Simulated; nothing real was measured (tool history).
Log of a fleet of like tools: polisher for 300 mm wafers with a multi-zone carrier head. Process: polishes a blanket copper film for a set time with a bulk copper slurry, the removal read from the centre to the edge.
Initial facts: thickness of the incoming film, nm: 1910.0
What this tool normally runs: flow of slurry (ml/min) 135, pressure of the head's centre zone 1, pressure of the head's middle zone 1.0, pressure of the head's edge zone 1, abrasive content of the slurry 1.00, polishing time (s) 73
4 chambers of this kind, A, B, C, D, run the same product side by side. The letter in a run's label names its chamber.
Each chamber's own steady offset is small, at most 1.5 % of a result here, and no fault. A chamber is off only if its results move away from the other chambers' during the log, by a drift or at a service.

| run | day | flow of slurry (ml/min) | pressure of the head's centre zone | pressure of the head's middle zone | pressure of the head's edge zone | abrasive content of the slurry | polishing time (s) | film removed at the wafer's centre (angstrom) | film removed at mid-radius (angstrom) | film removed at the wafer's edge (angstrom) |
|---|---|---|---|---|---|---|---|---|---|---|
| 1C | 0.242 | 135 | 1 | 1.0 | 1 | 1.00 | 73 | 6612.2 | 6806.1 | 6772.9 |
| 2A | 0.704 | 135 | 1 | 1.0 | 1 | 1.00 | 73 | 6372.8 | 6674.7 | 6684.6 |
|  | 0.850 | chamber C: worn pad replaced by a new one |
| 3B | 0.979 | 135 | 1 | 1.0 | 1 | 1.00 | 73 | 6685.5 | 6605.9 | 6604.8 |
|  | 1.258 | chamber A: worn pad replaced by a new one |
|  | 1.338 | chamber B: worn pad replaced by a new one |
| 4D | 1.408 | 135 | 1 | 1.0 | 1 | 1.00 | 73 | 6591.7 | 6508.1 | 6587.2 |
|  | 1.521 | chamber B: slurry nozzle cleaned |
|  | 1.579 | chamber D: worn pad replaced by a new one |
| 5D | 1.854 | 135 | 1 | 1.0 | 1 | 1.00 | 73 | 6614.1 | 6708.6 | 6646.1 |
| 6B | 2.271 | 135 | 1 | 1.0 | 1 | 1.00 | 73 | 6685.9 | 6675.0 | 6631.7 |
| 7C | 2.696 | 135 | 1 | 1.0 | 1 | 1.00 | 73 | 6566.7 | 6752.3 | 6645.3 |
| 8A | 2.992 | 135 | 1 | 1.0 | 1 | 1.00 | 73 | 6710.4 | 6689.1 | 6687.1 |
| 9D | 3.225 | 135 | 1 | 1.0 | 1 | 1.00 | 73 | 6624.3 | 6561.0 | 6574.7 |
|  | 3.279 | chamber A: worn pad replaced by a new one |
|  | 3.312 | chamber D: centre zone pressure recalibrated |
| 10C | 3.496 | 135 | 1 | 1.0 | 1 | 1.00 | 73 | 6721.6 | 6726.2 | 6727.3 |
|  | 3.521 | chamber B: worn pad replaced by a new one |
|  | 3.588 | chamber D: worn pad replaced by a new one |
| 11A | 3.983 | 135 | 1 | 0.9 | 1 | 1.00 | 61 | 5504.8 | 5109.9 | 5597.2 |
|  | 4.129 | chamber C: centre zone pressure recalibrated |
|  | 4.146 | chamber C: worn pad replaced by a new one |
| 12B | 4.308 | 135 | 1 | 0.9 | 1 | 1.00 | 61 | 5728.6 | 5074.7 | 5549.8 |
| 13C | 4.688 | 135 | 1 | 0.9 | 1 | 1.00 | 61 | 5632.1 | 5133.1 | 5560.4 |
|  | 4.850 | chamber A: worn pad replaced by a new one |
| 14B | 5.154 | 135 | 1 | 0.9 | 1 | 1.00 | 61 | 5549.1 | 5075.7 | 5497.9 |
| 15A | 5.671 | 135 | 1 | 1.0 | 1 | 1.15 | 56 | 5235.1 | 5239.6 | 5307.5 |
|  | 5.883 | chamber D: edge zone pressure recalibrated |
|  | 5.888 | chamber D: worn pad replaced by a new one |
| 16D | 5.954 | 135 | 1 | 1.0 | 1 | 1.15 | 56 | 4775.0 | 5290.3 | 5187.3 |
| 17C | 6.221 | 135 | 1 | 1.0 | 1 | 1.15 | 56 | 5333.0 | 5296.6 | 5309.3 |
|  | 6.296 | chamber B: worn pad replaced by a new one |
| 18D | 6.529 | 135 | 1 | 1.0 | 1 | 1.15 | 56 | 4770.1 | 5293.6 | 5226.0 |
|  | 6.612 | chamber A: worn pad replaced by a new one |
| 19B | 6.892 | 135 | 1 | 1.0 | 1 | 1.00 | 73 | 6734.4 | 6682.2 | 6622.3 |
| 20A | 7.288 | 135 | 1 | 1.0 | 1 | 1.00 | 73 | 6577.8 | 6712.3 | 6598.6 |
|  | 7.692 | chamber C: worn pad replaced by a new one |
|  | 7.717 | chamber D: worn pad replaced by a new one |
| 21C | 7.812 | 135 | 1 | 1.0 | 1 | 1.00 | 73 | 6732.6 | 6729.6 | 6704.4 |
|  | 8.183 | chamber A: worn pad replaced by a new one |
| 22A | 8.312 | 135 | 1 | 1.0 | 1 | 1.00 | 73 | 6657.2 | 6752.6 | 6656.3 |
|  | 8.579 | chamber B: worn pad replaced by a new one |
| 23D | 8.704 | 135 | 1 | 1.0 | 1 | 1.00 | 73 | 5894.7 | 6626.4 | 6585.5 |
| 24B | 8.946 | 135 | 1 | 1.0 | 1 | 1.00 | 73 | 6721.6 | 6716.4 | 6621.0 |

Read the log: is a single chamber off, either drifting away or since a service, is the gauge that measures every chamber drifting, or is nothing wrong beyond small per-chamber offsets? Name any odd chamber and what most likely caused it.

Chamber D has stood off from the others ever since a service on it.
Most likely cause: centre zone's pressure below its setpoint, % = 8.62.

Chamber D could run next with any of the 4 candidate recipes listed below; each alters the usual settings, and their results appear as question marks. Which one brings its results back in line with what the other chambers deliver on the usual settings?
In line means no further than this from the other chambers' mean on the usual settings: film removed at the wafer's centre (angstrom) 320.0; film removed at mid-radius (angstrom) 170.0; film removed at the wafer's edge (angstrom) 160.0
| 25D-1 | 9.329 | 135 | 1.02 | 1.00 | 0.99 | 1.00 | 73 | ? | ? | ? |
| 25D-2 | 9.329 | 135 | 0.98 | 1.00 | 1.01 | 1.00 | 73 | ? | ? | ? |
| 25D-3 | 9.329 | 130 | 0.93 | 1.02 | 1.02 | 1.00 | 72 | ? | ? | ? |
| 25D-4 | 9.329 | 140 | 1.08 | 0.98 | 0.97 | 1.00 | 75 | ? | ? | ? |

What the other chambers average on the usual settings: film removed at the wafer's centre (angstrom) 6665.6; film removed at mid-radius (angstrom) 6701.8; film removed at the wafer's edge (angstrom) 6677.4
| run | film removed at the wafer's centre (angstrom) | film removed at mid-radius (angstrom) | film removed at the wafer's edge (angstrom) |
|---|---|---|---|
| 25D-1 | 6102.2 | 6640.9 | 6510.8 |
| 25D-2 | 5837.8 | 6642.1 | 6578.5 |
| 25D-3 | 5383.8 | 6622.1 | 6483.4 |
| 25D-4 | 6732.1 | 6743.4 | 6656.3 |
Change 25D-4 lands the chamber within the allowed miss of the other chambers.
